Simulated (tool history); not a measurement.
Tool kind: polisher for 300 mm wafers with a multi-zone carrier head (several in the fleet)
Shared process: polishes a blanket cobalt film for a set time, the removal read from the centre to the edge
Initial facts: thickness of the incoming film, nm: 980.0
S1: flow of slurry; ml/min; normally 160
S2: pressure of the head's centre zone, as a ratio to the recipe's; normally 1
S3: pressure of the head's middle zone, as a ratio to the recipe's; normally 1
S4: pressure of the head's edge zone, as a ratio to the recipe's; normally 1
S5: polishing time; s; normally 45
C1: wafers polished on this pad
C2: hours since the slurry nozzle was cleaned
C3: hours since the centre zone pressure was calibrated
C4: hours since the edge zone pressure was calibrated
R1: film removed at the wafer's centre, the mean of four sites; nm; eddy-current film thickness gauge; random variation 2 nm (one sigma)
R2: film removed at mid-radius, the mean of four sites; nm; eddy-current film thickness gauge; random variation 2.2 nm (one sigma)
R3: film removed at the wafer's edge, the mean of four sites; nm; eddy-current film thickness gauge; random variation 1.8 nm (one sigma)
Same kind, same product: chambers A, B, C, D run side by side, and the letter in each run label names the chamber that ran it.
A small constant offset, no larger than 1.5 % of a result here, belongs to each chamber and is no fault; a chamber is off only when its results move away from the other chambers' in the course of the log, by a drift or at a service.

run,hour,S1,S2,S3,S4,S5,C1,C2,C3,C4,R1,R2,R3
1B,12,160,1,1,1,45,735,86.2,230.4,754.1,156.65,159.74,155.68
# hour 18.7: chamber C: worn pad replaced by a new one
# hour 24.6: chamber A: worn pad replaced by a new one
# hour 27: chamber B: worn pad replaced by a new one
2C,27.4,160,1,1,1,45,116,344.5,284.3,263.6,157.91,155.55,155.76
# hour 35.5: chamber D: worn pad replaced by a new one
3A,42.6,160,1,1,1,45,239,189.5,292.8,340.4,156.17,163,164.34
4D,55.5,160,1,1,1,45,266,234.3,206.9,401.7,161.75,156.91,159.27
5D,65.6,160,1,1,1,45,400,244.4,217,411.8,159.24,159.76,158.76
6C,77.8,160,1.11,1,0.96,45,785,394.9,334.7,314,175.73,163.17,153.51
7A,84.9,160,1.11,1,0.96,45,800,231.8,335.1,382.7,181.72,162.25,159.19
# hour 89.8: chamber A: worn pad replaced by a new one
# hour 91.6: chamber C: worn pad replaced by a new one
# hour 94.5: chamber D: worn pad replaced by a new one
8B,94.8,160,1.11,1,0.96,45,901,169,313.2,836.9,182.45,158.61,156.41
# hour 102.4: chamber B: worn pad replaced by a new one
9C,103.2,160,1.11,1,0.96,45,154,420.3,360.1,339.4,173.56,156.56,153.29
10B,111.3,160,1,1,1,45,119,185.5,329.7,853.4,157.88,160.08,157.58
11D,118,160,1,1,1,45,313,296.8,269.4,464.2,157.2,156.19,157.2
12A,129.5,160,1,1,1,45,527,276.4,379.7,427.3,158.45,158.09,159.2
13C,139.1,160,1,1,1,45,631,456.2,396,375.3,161.38,160.83,161.49
# hour 143.8: chamber A: worn pad replaced by a new one
# hour 145.9: chamber D: worn pad replaced by a new one
14B,147.8,160,1,0.93,1,50,603,222,366.2,889.9,171.41,170.51,176.51
# hour 153.7: chamber C: worn pad replaced by a new one
15A,163.2,160,1,0.93,1,50,257,310.1,413.4,461,178.97,165.64,179.3
# hour 165: chamber B: worn pad replaced by a new one
16D,173,160,1,0.93,1,50,360,351.8,324.4,519.2,178.29,166.06,177.02
17D,182.1,160,1,0.93,1,50,481,360.9,333.5,528.3,172,162.55,175.77
# hour 183.2: chamber B: slurry nozzle cleaned
18B,188.9,160,0.9,1,0.89,45,318,5.8,407.3,931,144.03,160.45,148.2
# hour 191.1: chamber A: centre zone pressure recalibrated
# hour 201.8: chamber D: worn pad replaced by a new one
19A,202.7,160,0.9,1,0.89,45,782,349.6,11.6,500.5,139.15,161,152.29
# hour 207: chamber A: worn pad replaced by a new one
20C,214.2,160,0.9,1,0.89,45,803,531.3,471.1,450.4,137.82,157.6,150.02
# hour 222.9: chamber C: worn pad replaced by a new one
# hour 222.9: chamber D: slurry nozzle cleaned
21A,229,160,0.9,1,0.89,45,292,375.9,37.9,526.8,141.13,161.36,152.01
# hour 230.1: chamber B: centre zone pressure recalibrated
# hour 232.3: chamber C: edge zone pressure recalibrated
22B,242.8,160,1,1,1,45,1034,59.7,12.8,984.9,157.7,160.24,159.49
# hour 244.3: chamber B: worn pad replaced by a new one
23C,250.5,160,1,1,1,45,366,567.6,507.4,18.2,161.23,158.28,160.1
24D,258,160,1,1,1,45,746,35.2,409.4,604.2,161.2,160.72,158.84
# hour 263.5: chamber D: worn pad replaced by a new one
25A,265.5,160,1,1.11,1,45,776,412.4,74.4,563.3,159.54,174.53,161.01
26B,276.2,160,1,1.11,1,45,424,93.1,46.2,1018.3,161.45,175.79,157.78
27D,288.9,160,1,1.11,1,45,337,66.1,440.3,635.1,160.5,172.92,157.71

Decide between three cases: one chamber stands off from its peers, the gauge reading all wafers drifts, or nothing is wrong past each chamber's small offset. Where a chamber is off, say which and what most likely put it there.

No chamber stands off beyond its own small offset, and the gauge holds steady.
